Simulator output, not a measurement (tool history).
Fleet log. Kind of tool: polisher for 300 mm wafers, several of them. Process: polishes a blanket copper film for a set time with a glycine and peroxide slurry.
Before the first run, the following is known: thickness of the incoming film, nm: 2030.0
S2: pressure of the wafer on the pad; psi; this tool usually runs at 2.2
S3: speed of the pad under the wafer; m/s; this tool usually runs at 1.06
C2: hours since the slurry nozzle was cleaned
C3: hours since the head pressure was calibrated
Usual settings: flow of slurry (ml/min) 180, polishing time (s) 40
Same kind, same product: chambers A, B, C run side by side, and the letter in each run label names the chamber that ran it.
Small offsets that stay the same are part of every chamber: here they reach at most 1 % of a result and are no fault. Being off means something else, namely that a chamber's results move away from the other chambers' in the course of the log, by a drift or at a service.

{"run": "1A", "hour": 9.8, "flow of slurry (ml/min)": 180, "S2": 2.2, "S3": 1.06, "polishing time (s)": 40, "wafers polished on this pad": 364, "C2": 339.5, "C3": 829.2, "film removed (angstrom)": 1631.2}
{"hour": 13.6, "done": "chamber C: worn pad replaced by a new one"}
{"run": "2B", "hour": 20.4, "flow of slurry (ml/min)": 180, "S2": 2.2, "S3": 1.06, "polishing time (s)": 40, "wafers polished on this pad": 1017, "C2": 183.7, "C3": 200.9, "film removed (angstrom)": 1646.6}
{"run": "3C", "hour": 32.2, "flow of slurry (ml/min)": 180, "S2": 2.2, "S3": 1.06, "polishing time (s)": 40, "wafers polished on this pad": 239, "C2": 91.5, "C3": 34.2, "film removed (angstrom)": 1638.8}
{"run": "4A", "hour": 41.6, "flow of slurry (ml/min)": 180, "S2": 2.2, "S3": 1.06, "polishing time (s)": 40, "wafers polished on this pad": 773, "C2": 371.3, "C3": 861.0, "film removed (angstrom)": 1641.9}
{"hour": 50.8, "done": "chamber A: head pressure recalibrated"}
{"run": "5C", "hour": 53.1, "flow of slurry (ml/min)": 180, "S2": 2.2, "S3": 1.06, "polishing time (s)": 40, "wafers polished on this pad": 507, "C2": 112.4, "C3": 55.1, "film removed (angstrom)": 1645.4}
{"run": "6B", "hour": 65.9, "flow of slurry (ml/min)": 180, "S2": 2.2, "S3": 1.06, "polishing time (s)": 40, "wafers polished on this pad": 1602, "C2": 229.2, "C3": 246.4, "film removed (angstrom)": 1636.7}
{"run": "7B", "hour": 76.9, "flow of slurry (ml/min)": 180, "S2": 2.2, "S3": 1.06, "polishing time (s)": 40, "wafers polished on this pad": 1743, "C2": 240.2, "C3": 257.4, "film removed (angstrom)": 1639.1}
{"hour": 82.5, "done": "chamber A: worn pad replaced by a new one"}
{"run": "8C", "hour": 86.5, "flow of slurry (ml/min)": 180, "S2": 2.2, "S3": 1.06, "polishing time (s)": 40, "wafers polished on this pad": 936, "C2": 145.8, "C3": 88.5, "film removed (angstrom)": 1656.7}
{"run": "9A", "hour": 94.7, "flow of slurry (ml/min)": 180, "S2": 2.2, "S3": 1.06, "polishing time (s)": 40, "wafers polished on this pad": 157, "C2": 424.4, "C3": 44.0, "film removed (angstrom)": 1652.8}
{"run": "10B", "hour": 106.6, "flow of slurry (ml/min)": 155, "S2": 2.2, "S3": 1.18, "polishing time (s)": 40, "wafers polished on this pad": 2124, "C2": 269.9, "C3": 287.1, "film removed (angstrom)": 1716.9}
{"run": "11C", "hour": 116.6, "flow of slurry (ml/min)": 155, "S2": 2.2, "S3": 1.18, "polishing time (s)": 40, "wafers polished on this pad": 1323, "C2": 175.9, "C3": 118.6, "film removed (angstrom)": 1749.6}
{"hour": 125.5, "done": "chamber C: worn pad replaced by a new one"}
{"run": "12A", "hour": 125.9, "flow of slurry (ml/min)": 155, "S2": 2.2, "S3": 1.18, "polishing time (s)": 40, "wafers polished on this pad": 557, "C2": 455.6, "C3": 75.2, "film removed (angstrom)": 1753.2}
{"run": "13A", "hour": 134.1, "flow of slurry (ml/min)": 180, "S2": 2.2, "S3": 1.06, "polishing time (s)": 40, "wafers polished on this pad": 663, "C2": 463.8, "C3": 83.4, "film removed (angstrom)": 1632.7}
{"run": "14B", "hour": 145.7, "flow of slurry (ml/min)": 180, "S2": 2.2, "S3": 1.06, "polishing time (s)": 40, "wafers polished on this pad": 2626, "C2": 309.0, "C3": 326.2, "film removed (angstrom)": 1601.1}
{"run": "15C", "hour": 157.6, "flow of slurry (ml/min)": 180, "S2": 2.2, "S3": 1.06, "polishing time (s)": 40, "wafers polished on this pad": 412, "C2": 216.9, "C3": 159.6, "film removed (angstrom)": 1624.9}
{"run": "16B", "hour": 163.5, "flow of slurry (ml/min)": 180, "S2": 2.2, "S3": 1.06, "polishing time (s)": 40, "wafers polished on this pad": 2855, "C2": 326.8, "C3": 344.0, "film removed (angstrom)": 1591.0}
{"run": "17A", "hour": 170.4, "flow of slurry (ml/min)": 180, "S2": 2.2, "S3": 1.06, "polishing time (s)": 40, "wafers polished on this pad": 1129, "C2": 500.1, "C3": 119.7, "film removed (angstrom)": 1645.1}
{"hour": 173.3, "done": "chamber C: slurry nozzle cleaned"}
{"run": "18C", "hour": 182.7, "flow of slurry (ml/min)": 210, "S2": 2.8, "S3": 1.06, "polishing time (s)": 40, "wafers polished on this pad": 734, "C2": 9.4, "C3": 184.7, "film removed (angstrom)": 2042.2}
{"hour": 184.3, "done": "chamber A: worn pad replaced by a new one"}
{"run": "19A", "hour": 188.5, "flow of slurry (ml/min)": 210, "S2": 2.8, "S3": 1.06, "polishing time (s)": 40, "wafers polished on this pad": 54, "C2": 518.2, "C3": 137.8, "film removed (angstrom)": 2027.6}
{"run": "20C", "hour": 195.7, "flow of slurry (ml/min)": 210, "S2": 2.8, "S3": 1.06, "polishing time (s)": 40, "wafers polished on this pad": 901, "C2": 22.4, "C3": 197.7, "film removed (angstrom)": 2054.7}
{"run": "21B", "hour": 206.0, "flow of slurry (ml/min)": 180, "S2": 2.2, "S3": 1.06, "polishing time (s)": 40, "wafers polished on this pad": 3401, "C2": 369.3, "C3": 386.5, "film removed (angstrom)": 1573.6}
{"run": "22B", "hour": 213.6, "flow of slurry (ml/min)": 180, "S2": 2.2, "S3": 1.06, "polishing time (s)": 40, "wafers polished on this pad": 3498, "C2": 376.9, "C3": 394.1, "film removed (angstrom)": 1567.2}
{"hour": 218.9, "done": "chamber C: worn pad replaced by a new one"}
{"run": "23C", "hour": 223.6, "flow of slurry (ml/min)": 180, "S2": 2.2, "S3": 1.06, "polishing time (s)": 40, "wafers polished on this pad": 61, "C2": 50.3, "C3": 225.6, "film removed (angstrom)": 1650.4}

Is one chamber out of step, is the gauge drifting, or do the chambers differ by no more than their own small offsets? For an off chamber, give its letter and the likeliest cause.

Chamber B drifts away from the others.
Most likely cause: removal rate lost through wear of the pad, % = 4.25.
Not necessarily distinguishable in this log from: slurry flow missing at the pad, %; head's pressure below its setpoint, %.

Chamber B could run next with any of the 4 candidate recipes listed below; each alters the usual settings, and their results appear as question marks. Which one brings its results back in line with what the other chambers deliver on the usual settings?
A result is in line if it is within this distance of the other chambers' mean on the usual settings: film removed (angstrom) 35.0
{"run": "24B-1", "hour": 232.9, "flow of slurry (ml/min)": 180, "S2": 2.2, "S3": 1.02, "polishing time (s)": 39, "film removed (angstrom)": "?"}
{"run": "24B-2", "hour": 232.9, "flow of slurry (ml/min)": 180, "S2": 2.2, "S3": 1.04, "polishing time (s)": 40, "film removed (angstrom)": "?"}
{"run": "24B-3", "hour": 232.9, "flow of slurry (ml/min)": 180, "S2": 2.2, "S3": 1.1, "polishing time (s)": 41, "film removed (angstrom)": "?"}
{"run": "24B-4", "hour": 232.9, "flow of slurry (ml/min)": 180, "S2": 2.2, "S3": 1.08, "polishing time (s)": 40, "film removed (angstrom)": "?"}

The mean the other chambers reach with the usual settings: film removed (angstrom) 1646.4
run=24B-1 film_removed_(angstrom)=1488.2
run=24B-2 film_removed_(angstrom)=1550.0
run=24B-3 film_removed_(angstrom)=1661.3
run=24B-4 film_removed_(angstrom)=1597.2
The answer is 24B-3, which returns the chamber to within the allowed miss of the others.

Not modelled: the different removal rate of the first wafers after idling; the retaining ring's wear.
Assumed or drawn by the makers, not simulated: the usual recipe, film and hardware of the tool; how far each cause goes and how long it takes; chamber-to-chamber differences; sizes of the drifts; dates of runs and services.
